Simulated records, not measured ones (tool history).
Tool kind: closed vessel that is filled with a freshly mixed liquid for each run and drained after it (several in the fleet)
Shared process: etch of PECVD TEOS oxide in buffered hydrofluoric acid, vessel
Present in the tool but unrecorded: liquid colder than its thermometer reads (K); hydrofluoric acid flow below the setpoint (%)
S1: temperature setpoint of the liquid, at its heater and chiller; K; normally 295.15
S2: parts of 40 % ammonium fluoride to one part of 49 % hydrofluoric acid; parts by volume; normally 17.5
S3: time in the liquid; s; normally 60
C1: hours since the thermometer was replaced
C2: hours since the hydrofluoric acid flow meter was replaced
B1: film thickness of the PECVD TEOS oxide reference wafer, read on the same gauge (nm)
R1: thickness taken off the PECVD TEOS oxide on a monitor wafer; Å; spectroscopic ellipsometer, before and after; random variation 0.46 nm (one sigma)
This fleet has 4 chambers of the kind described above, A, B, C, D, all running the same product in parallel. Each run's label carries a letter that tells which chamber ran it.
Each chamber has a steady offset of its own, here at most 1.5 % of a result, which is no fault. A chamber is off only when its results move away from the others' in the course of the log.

run,hour,S1,S2,S3,C1,C2,B1,R1
1C,9,295.15,17.5,60,907.6,392.5,40.01,618.5
2A,15.7,295.15,17.5,60,226.3,37.1,40.003,614.52
3D,24.4,295.15,17.5,60,859.3,615.1,39.973,631.17
4B,31,295.15,17.5,60,104.1,239.3,40.006,612.88
5A,35.6,295.15,17.5,60,246.2,57,40.022,621.23
6C,43.9,295.15,17.5,60,942.5,427.4,40.007,614.25
7B,49,295.15,15,60,122.1,257.3,40.01,728.39
8D,54.6,295.15,15,60,889.5,645.3,40.009,724.25
9D,60,295.15,15,60,894.9,650.7,40.015,726.95
10A,69.1,295.15,15,60,279.7,90.5,39.997,711.55
11B,76.9,295.15,17.5,60,150,285.2,39.999,622.37
12C,84.1,295.15,17.5,40,982.7,467.6,40.017,415.67
13A,91.5,295.15,17.5,40,302.1,112.9,40.009,409.79
14C,97.6,295.15,17.5,40,996.2,481.1,40.018,415.19
15D,103.1,295.15,17.5,40,938,693.8,39.985,421.89
16B,109.3,295.15,17.5,60,182.4,317.6,40.012,618.15
17A,113.9,295.15,17.5,60,324.5,135.3,40.018,614.17
18B,122.6,295.15,17.5,60,195.7,330.9,40,611.19
19D,129.9,295.15,17.5,60,964.8,720.6,40.001,629.98
20C,138.5,295.15,17.5,60,1037.1,522,40.01,617.6
21B,145.1,295.15,15.5,60,218.2,353.4,39.981,679.22
22A,154.6,295.15,15.5,60,365.2,176,40.001,685.51
# hour 162: chamber C: thermometer replaced
23C,164.5,295.15,15.5,60,2.6,548,39.998,699.03
24D,170.7,295.15,15.5,60,1005.6,761.4,40.004,710
25C,180.2,291.15,17.5,80,18.3,563.7,39.979,662.56
26D,184.6,291.15,17.5,80,1019.5,775.3,40.011,675.27
27A,193.9,291.15,17.5,80,404.5,215.3,39.988,660.91
28B,202.4,291.15,17.5,80,275.5,410.7,40.009,636.02
29B,208.6,295.15,17.5,60,281.7,416.9,40.022,599.05
30A,215.3,295.15,17.5,60,425.9,236.7,39.994,613.04
# hour 219: chamber C: hydrofluoric acid flow meter replaced
31C,221.7,295.15,13,60,59.8,2.7,40.01,842.7
32D,231.2,295.15,13,60,1066.1,821.9,39.995,829.49
33D,239.9,295.15,13,60,1074.8,830.6,40.003,829.21
34B,248.1,295.15,13,60,321.2,456.4,39.996,784.61
35A,257.2,295.15,17.5,60,467.8,278.6,39.99,613.88
36C,266.1,295.15,17.5,60,104.2,47.1,39.993,626.98
37C,274.3,295.15,17.5,60,112.4,55.3,39.999,619.11
38A,284.2,295.15,17.5,60,494.8,305.6,40.01,612.78
39D,293.7,295.15,17.5,60,1128.6,884.4,40.018,621.28
40B,301.7,295.15,17.5,60,374.8,510,39.998,580.89

Each of the 4 chambers runs these same settings next. Fill in every chamber's results:
41A,308.8,299.65,17.5,60,,,,?
41B,308.8,299.65,17.5,60,,,,?
41C,308.8,299.65,17.5,60,,,,?
41D,308.8,299.65,17.5,60,,,,?

run,R1
41A,803.53
41B,732.67
41C,782.08
41D,796.01

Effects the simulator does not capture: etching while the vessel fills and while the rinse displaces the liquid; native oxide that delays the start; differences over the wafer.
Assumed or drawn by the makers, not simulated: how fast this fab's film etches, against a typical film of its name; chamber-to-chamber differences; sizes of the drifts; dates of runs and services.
